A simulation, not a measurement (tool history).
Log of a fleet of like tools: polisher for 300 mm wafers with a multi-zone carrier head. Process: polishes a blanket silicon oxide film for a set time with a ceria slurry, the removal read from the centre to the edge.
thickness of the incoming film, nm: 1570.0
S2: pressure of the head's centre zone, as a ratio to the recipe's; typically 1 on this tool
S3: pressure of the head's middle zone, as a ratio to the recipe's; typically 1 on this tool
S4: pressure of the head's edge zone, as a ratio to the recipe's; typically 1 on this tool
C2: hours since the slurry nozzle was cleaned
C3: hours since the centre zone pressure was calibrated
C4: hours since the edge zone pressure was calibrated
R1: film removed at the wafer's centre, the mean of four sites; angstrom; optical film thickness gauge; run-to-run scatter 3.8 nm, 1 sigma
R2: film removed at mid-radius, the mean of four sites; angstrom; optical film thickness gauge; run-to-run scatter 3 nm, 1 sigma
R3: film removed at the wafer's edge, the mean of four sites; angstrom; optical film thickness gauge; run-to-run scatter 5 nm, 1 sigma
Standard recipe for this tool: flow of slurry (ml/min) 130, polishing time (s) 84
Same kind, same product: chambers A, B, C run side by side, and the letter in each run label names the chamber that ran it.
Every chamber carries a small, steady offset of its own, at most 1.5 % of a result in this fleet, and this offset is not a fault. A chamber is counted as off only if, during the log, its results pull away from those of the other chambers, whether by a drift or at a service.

run 1C day=0.358 | flow_of_slurry_(ml/min)=130 S2=1 S3=1 S4=1 polishing_time_(s)=84 | wafers_polished_on_this_pad=923 C2=323.1 C3=357.7 C4=473 | R1=4281.7 R2=4269.3 R3=4262.5
run 2B day=0.562 | flow_of_slurry_(ml/min)=130 S2=1 S3=1 S4=1 polishing_time_(s)=84 | wafers_polished_on_this_pad=407 C2=305.6 C3=996.5 C4=737 | R1=4284.5 R2=4317.2 R3=4224.4
run 3A day=0.846 | flow_of_slurry_(ml/min)=130 S2=1 S3=1 S4=1 polishing_time_(s)=84 | wafers_polished_on_this_pad=834 C2=160.1 C3=727.5 C4=1084.2 | R1=4318.3 R2=4331.7 R3=4238.5
run 4B day=1.242 | flow_of_slurry_(ml/min)=130 S2=1 S3=1 S4=1 polishing_time_(s)=84 | wafers_polished_on_this_pad=590 C2=321.9 C3=1012.8 C4=753.3 | R1=4303.5 R2=4247.1 R3=4269.5
-- day=1.296 chamber A: edge zone pressure recalibrated
run 5C day=1.512 | flow_of_slurry_(ml/min)=130 S2=1 S3=1 S4=1 polishing_time_(s)=84 | wafers_polished_on_this_pad=1235 C2=350.8 C3=385.4 C4=500.7 | R1=4191.5 R2=4318.4 R3=4360.5
run 6A day=1.779 | flow_of_slurry_(ml/min)=130 S2=1 S3=1 S4=1 polishing_time_(s)=84 | wafers_polished_on_this_pad=1086 C2=182.5 C3=749.9 C4=11.7 | R1=4304.6 R2=4303.3 R3=4233
-- day=1.996 chamber C: worn pad replaced by a new one
run 7A day=2.146 | flow_of_slurry_(ml/min)=130 S2=1 S3=1 S4=1 polishing_time_(s)=84 | wafers_polished_on_this_pad=1185 C2=191.3 C3=758.7 C4=20.5 | R1=4289.7 R2=4316.6 R3=4156.2
run 8C day=2.542 | flow_of_slurry_(ml/min)=130 S2=1 S3=1.06 S4=1.05 polishing_time_(s)=84 | wafers_polished_on_this_pad=148 C2=375.5 C3=410.1 C4=525.4 | R1=4330.8 R2=4490.7 R3=4325
-- day=2.646 chamber A: worn pad replaced by a new one
run 9B day=2.8 | flow_of_slurry_(ml/min)=130 S2=1 S3=1.06 S4=1.05 polishing_time_(s)=84 | wafers_polished_on_this_pad=1010 C2=359.3 C3=1050.2 C4=790.7 | R1=4294.9 R2=4527.9 R3=4373.5
-- day=2.821 chamber B: worn pad replaced by a new one
run 10C day=3.075 | flow_of_slurry_(ml/min)=130 S2=1 S3=1.06 S4=1.05 polishing_time_(s)=84 | wafers_polished_on_this_pad=292 C2=388.3 C3=422.9 C4=538.2 | R1=4249.2 R2=4519.6 R3=4254.5
run 11B day=3.271 | flow_of_slurry_(ml/min)=130 S2=1 S3=1 S4=1 polishing_time_(s)=84 | wafers_polished_on_this_pad=122 C2=370.6 C3=1061.5 C4=802 | R1=4342.7 R2=4259.9 R3=4288.8
run 12A day=3.467 | flow_of_slurry_(ml/min)=130 S2=1 S3=1 S4=1 polishing_time_(s)=84 | wafers_polished_on_this_pad=222 C2=223 C3=790.4 C4=52.2 | R1=4294.4 R2=4313.9 R3=4225
run 13A day=3.721 | flow_of_slurry_(ml/min)=130 S2=1 S3=1 S4=1 polishing_time_(s)=84 | wafers_polished_on_this_pad=291 C2=229.1 C3=796.5 C4=58.3 | R1=4227.3 R2=4272.5 R3=4255.7
run 14B day=3.925 | flow_of_slurry_(ml/min)=130 S2=1 S3=1 S4=1 polishing_time_(s)=84 | wafers_polished_on_this_pad=298 C2=386.3 C3=1077.2 C4=817.7 | R1=4285.2 R2=4331.3 R3=4166.2
run 15C day=4.129 | flow_of_slurry_(ml/min)=130 S2=1 S3=1 S4=1 polishing_time_(s)=84 | wafers_polished_on_this_pad=576 C2=413.6 C3=448.2 C4=563.5 | R1=4279.6 R2=4330 R3=4166.3
run 16B day=4.458 | flow_of_slurry_(ml/min)=130 S2=1 S3=1 S4=1 polishing_time_(s)=84 | wafers_polished_on_this_pad=442 C2=399.1 C3=1090 C4=830.5 | R1=4381.5 R2=4299.9 R3=4414.1
run 17A day=4.783 | flow_of_slurry_(ml/min)=130 S2=1 S3=1 S4=1 polishing_time_(s)=84 | wafers_polished_on_this_pad=577 C2=254.6 C3=822 C4=83.8 | R1=4302.8 R2=4260.3 R3=4278.2
run 18C day=5.058 | flow_of_slurry_(ml/min)=130 S2=1 S3=1.09 S4=1 polishing_time_(s)=69 | wafers_polished_on_this_pad=827 C2=435.9 C3=470.5 C4=585.8 | R1=3532.3 R2=3813.1 R3=3506.1
-- day=5.162 chamber A: slurry nozzle cleaned
run 19B day=5.267 | flow_of_slurry_(ml/min)=130 S2=1 S3=1.09 S4=1 polishing_time_(s)=69 | wafers_polished_on_this_pad=660 C2=418.5 C3=1109.4 C4=849.9 | R1=3535 R2=3788.4 R3=3490.7
run 20A day=5.571 | flow_of_slurry_(ml/min)=130 S2=1 S3=1.09 S4=1 polishing_time_(s)=69 | wafers_polished_on_this_pad=790 C2=9.8 C3=840.9 C4=102.7 | R1=3528.2 R2=3815.5 R3=3468.7
run 21C day=5.933 | flow_of_slurry_(ml/min)=130 S2=1 S3=1 S4=1 polishing_time_(s)=84 | wafers_polished_on_this_pad=1063 C2=456.9 C3=491.5 C4=606.8 | R1=4293.2 R2=4194.3 R3=4180.3
run 22B day=6.2 | flow_of_slurry_(ml/min)=130 S2=1 S3=1 S4=1 polishing_time_(s)=84 | wafers_polished_on_this_pad=912 C2=440.9 C3=1131.8 C4=872.3 | R1=4319.6 R2=4319.1 R3=4272.2
run 23A day=6.425 | flow_of_slurry_(ml/min)=130 S2=1 S3=1 S4=1 polishing_time_(s)=84 | wafers_polished_on_this_pad=1020 C2=30.3 C3=861.4 C4=123.2 | R1=4299.1 R2=4235.5 R3=4227.9
-- day=6.679 chamber B: edge zone pressure recalibrated
run 24C day=6.821 | flow_of_slurry_(ml/min)=130 S2=1 S3=1 S4=1 polishing_time_(s)=84 | wafers_polished_on_this_pad=1302 C2=478.2 C3=512.8 C4=628.1 | R1=4155.9 R2=4168.7 R3=4160.4
-- day=7.038 chamber A: worn pad replaced by a new one
run 25C day=7.038 | flow_of_slurry_(ml/min)=130 S2=1 S3=1 S4=1 polishing_time_(s)=84 | wafers_polished_on_this_pad=1361 C2=483.4 C3=518 C4=633.3 | R1=4135.8 R2=4177.6 R3=4199.3
-- day=7.183 chamber B: worn pad replaced by a new one
run 26B day=7.433 | flow_of_slurry_(ml/min)=130 S2=1 S3=1 S4=1 polishing_time_(s)=84 | wafers_polished_on_this_pad=67 C2=470.5 C3=1161.4 C4=18.1 | R1=4377.6 R2=4244.9 R3=4348.9
run 27A day=7.742 | flow_of_slurry_(ml/min)=130 S2=1 S3=1 S4=1 polishing_time_(s)=84 | wafers_polished_on_this_pad=190 C2=61.9 C3=893 C4=154.8 | R1=4358.1 R2=4286.2 R3=4301.3
-- day=7.779 chamber C: worn pad replaced by a new one
run 28B day=8.083 | flow_of_slurry_(ml/min)=130 S2=1.1 S3=1 S4=1 polishing_time_(s)=84 | wafers_polished_on_this_pad=243 C2=486.1 C3=1177 C4=33.7 | R1=4803.2 R2=4283.7 R3=4326.2
run 29C day=8.346 | flow_of_slurry_(ml/min)=130 S2=1.1 S3=1 S4=1 polishing_time_(s)=84 | wafers_polished_on_this_pad=153 C2=514.8 C3=549.4 C4=664.7 | R1=4558.1 R2=4199.8 R3=4152.1
run 30A day=8.625 | flow_of_slurry_(ml/min)=130 S2=1.1 S3=1 S4=1 polishing_time_(s)=84 | wafers_polished_on_this_pad=429 C2=83.1 C3=914.2 C4=176 | R1=4789.6 R2=4302.9 R3=4234
run 31C day=8.833 | flow_of_slurry_(ml/min)=130 S2=1 S3=1 S4=1 polishing_time_(s)=84 | wafers_polished_on_this_pad=284 C2=526.5 C3=561.1 C4=676.4 | R1=4192.9 R2=4155.8 R3=4205.8
run 32B day=9.204 | flow_of_slurry_(ml/min)=130 S2=1 S3=1 S4=1 polishing_time_(s)=84 | wafers_polished_on_this_pad=545 C2=513 C3=1203.9 C4=60.6 | R1=4384.2 R2=4280.3 R3=4361.1
run 33A day=9.488 | flow_of_slurry_(ml/min)=130 S2=1 S3=1 S4=1 polishing_time_(s)=84 | wafers_polished_on_this_pad=662 C2=103.8 C3=934.9 C4=196.7 | R1=4308.6 R2=4247.1 R3=4229.9
run 34C day=9.746 | flow_of_slurry_(ml/min)=130 S2=1 S3=1 S4=1 polishing_time_(s)=84 | wafers_polished_on_this_pad=531 C2=548.4 C3=583 C4=698.3 | R1=4122.3 R2=4103 R3=4070
run 35B day=10.104 | flow_of_slurry_(ml/min)=130 S2=1 S3=1 S4=1 polishing_time_(s)=84 | wafers_polished_on_this_pad=788 C2=534.6 C3=1225.5 C4=82.2 | R1=4370.8 R2=4328.4 R3=4257.5
run 36A day=10.392 | flow_of_slurry_(ml/min)=130 S2=1 S3=1 S4=1 polishing_time_(s)=84 | wafers_polished_on_this_pad=906 C2=125.5 C3=956.6 C4=218.4 | R1=4298.4 R2=4285.3 R3=4296.1

The same settings go to every chamber for the next run, one line per chamber below. Forecast the results for each:
run 37A day=10.712 | flow_of_slurry_(ml/min)=130 S2=1 S3=1 S4=1 polishing_time_(s)=73 | R1=? R2=? R3=?
run 37B day=10.712 | flow_of_slurry_(ml/min)=130 S2=1 S3=1 S4=1 polishing_time_(s)=73 | R1=? R2=? R3=?
run 37C day=10.712 | flow_of_slurry_(ml/min)=130 S2=1 S3=1 S4=1 polishing_time_(s)=73 | R1=? R2=? R3=?

run=37A R1=3764.5 R2=3734.8 R3=3685.7
run=37B R1=3764.7 R2=3712.3 R3=3753.9
run=37C R1=3572.9 R2=3578.5 R3=3498.9
